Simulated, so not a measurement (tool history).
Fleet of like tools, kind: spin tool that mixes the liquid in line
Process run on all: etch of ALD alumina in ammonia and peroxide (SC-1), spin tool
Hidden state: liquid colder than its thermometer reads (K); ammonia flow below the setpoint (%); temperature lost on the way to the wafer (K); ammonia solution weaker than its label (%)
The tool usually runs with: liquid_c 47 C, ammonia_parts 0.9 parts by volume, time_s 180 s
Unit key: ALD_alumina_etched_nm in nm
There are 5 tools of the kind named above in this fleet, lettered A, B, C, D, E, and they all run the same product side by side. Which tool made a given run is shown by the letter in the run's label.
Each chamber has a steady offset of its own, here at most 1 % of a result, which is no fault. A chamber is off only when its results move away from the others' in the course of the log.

run   hour  liquid_c  ammonia_parts  time_s  hours since the thermometer was replaced  hours since the ammonia flow meter was replaced  hours since the heated supply line was repaired  hours since the drum of ammonia solution was connected  read-back film thickness of the ALD alumina reference wafer, read on the same gauge (nm)  ALD_alumina_etched_nm
 1D   13.5        47            0.9     180                                       620                                            478.6                                              823                                                     375                                                                                    40.025                  8.863
 2B   21.3        47            0.9     180                                      46.3                                            737.7                                             53.1                                                   176.2                                                                                    40.006                 8.7822
 3E   34.3        47            0.9     180                                    2290.8                                           1575.4                                            912.5                                                   156.2                                                                                    39.995                 8.8554
 4A   45.1        47            0.9     180                                     682.6                                             89.8                                            864.9                                                      48                                                                                    39.992                 8.9561
 5C   57.6      39.5            1.2     180                                     124.5                                           1343.4                                            133.8                                                   735.9                                                                                    40.011                 6.0579
 6E   66.2      39.5            1.2     180                                    2322.7                                           1607.3                                            944.4                                                   188.1                                                                                    40.014                 5.9557
 7C   77.3      39.5            1.2     180                                     144.2                                           1363.1                                            153.5                                                   755.6                                                                                    40.006                 5.8677
 8D   84.6      39.5            1.2     180                                     691.1                                            549.7                                            894.1                                                   446.1                                                                                    40.019                 5.9313
 9B     95      39.5            1.2     180                                       120                                            811.4                                            126.8                                                   249.9                                                                                    40.011                 5.7229
10A  105.2      54.5           1.05     180                                     742.7                                            149.9                                              925                                                   108.1                                                                                    39.971                 13.267
11A  112.5      54.5           1.05     180                                       750                                            157.2                                            932.3                                                   115.4                                                                                    40.011                 13.509
     119.2  -- chamber E: thermometer replaced
12E  126.1      54.5           1.05     180                                       6.9                                           1667.2                                           1004.3                                                     248                                                                                    40.021                 13.597
     129.5  -- chamber E: ammonia flow meter replaced
13B  132.7      54.5           1.05     180                                     157.7                                            849.1                                            164.5                                                   287.6                                                                                    39.974                 13.745
14C  140.8      54.5           1.05     180                                     207.7                                           1426.6                                              217                                                   819.1                                                                                    40.013                 13.207
       150  -- chamber A: heated supply line repaired
15D  152.7        47            1.2     140                                     759.2                                            617.8                                            962.2                                                   514.2                                                                                    40.025                 7.1399
     159.9  -- chamber D: thermometer replaced
16C  162.4        47            1.2     140                                     229.3                                           1448.2                                            238.6                                                   840.7                                                                                    40.004                 7.0323
17D  174.8        47            1.2     140                                      14.9                                            639.9                                            984.3                                                   536.3                                                                                    40.005                 7.1206
18A  186.4        47            1.2     140                                     823.9                                            231.1                                             36.5                                                   189.3                                                                                    39.996                 6.9643
19E    198        47            1.2     140                                      78.8                                             68.5                                           1076.2                                                   319.9                                                                                    40.015                 6.9699
20B  204.3        47            0.9     180                                     229.3                                            920.7                                            236.1                                                   359.2                                                                                    39.988                 8.8932
21E  212.8        47            0.9     180                                      93.6                                             83.3                                             1091                                                   334.7                                                                                    39.985                   8.91
     223.5  -- chamber C: new drum of ammonia solution connected
22B  225.8        47            0.9     180                                     250.8                                            942.2                                            257.6                                                   380.7                                                                                    40.002                 8.6186
23C  237.2        47            0.9     180                                     304.1                                             1523                                            313.4                                                    13.8                                                                                        40                  8.757
24A  247.7        47            0.9     180                                     885.2                                            292.4                                             97.8                                                   250.6                                                                                    39.988                   8.59
25D  260.6        47            0.9     180                                     100.7                                            725.7                                           1070.1                                                   622.1                                                                                    39.994                  8.834
26B  272.4        47            0.9     180                                     297.4                                            988.8                                            304.2                                                   427.3                                                                                    39.984                 8.6433
27D  286.7        47            0.9     180                                     126.8                                            751.8                                           1096.2                                                   648.2                                                                                    40.008                 8.8244
28E  295.1        47            0.9     180                                     175.9                                            165.6                                           1173.3                                                     417                                                                                    40.011                  8.948
     304.3  -- chamber C: ammonia flow meter replaced
29A  307.9        47            0.9     180                                     945.4                                            352.6                                              158                                                   310.8                                                                                    39.994                 8.4333
30C  318.5        47            0.9     180                                     385.4                                             14.2                                            394.7                                                    95.1                                                                                    40.001                 8.9262
31B  332.5        47            0.9     180                                     357.5                                           1048.9                                            364.3                                                   487.4                                                                                    39.986                 8.5475
32D  344.3        47            0.9     180                                     184.4                                            809.4                                           1153.8                                                   705.8                                                                                    39.987                 8.8626
       345  -- chamber D: new drum of ammonia solution connected
33A    358        47            0.9     180                                     995.5                                            402.7                                            208.1                                                   360.9                                                                                        40                 8.1585
34C  364.3        47            0.9     180                                     431.2                                               60                                            440.5                                                   140.9                                                                                    40.018                 8.8872
35E  378.5        47            0.9     180                                     259.3                                              249                                           1256.7                                                   500.4                                                                                    40.002                 8.8196
     384.6  -- chamber A: new drum of ammonia solution connected
36A  390.3        47            0.9     180                                    1027.8                                              435                                            240.4                                                     5.8                                                                                    40.009                 8.3081
37B  403.7        47            0.9     180                                     428.7                                           1120.1                                            435.5                                                   558.6                                                                                    40.023                 8.6874
38D  410.2        47            0.9     180                                     250.3                                            875.3                                           1219.7                                                    65.3                                                                                    40.014                 8.9072

Predict what each chamber gives when all 5 of them run the settings below next.
39A  420.6        47            0.9     180                                                                                                                                                                                                                                                                                                                    ?
39B  420.6        47            0.9     180                                                                                                                                                                                                                                                                                                                    ?
39C  420.6        47            0.9     180                                                                                                                                                                                                                                                                                                                    ?
39D  420.6        47            0.9     180                                                                                                                                                                                                                                                                                                                    ?
39E  420.6        47            0.9     180                                                                                                                                                                                                                                                                                                                    ?

run  ALD_alumina_etched_nm
39A                 8.0698
39B                 8.6616
39C                 8.8754
39D                 8.7679
39E                 8.7745
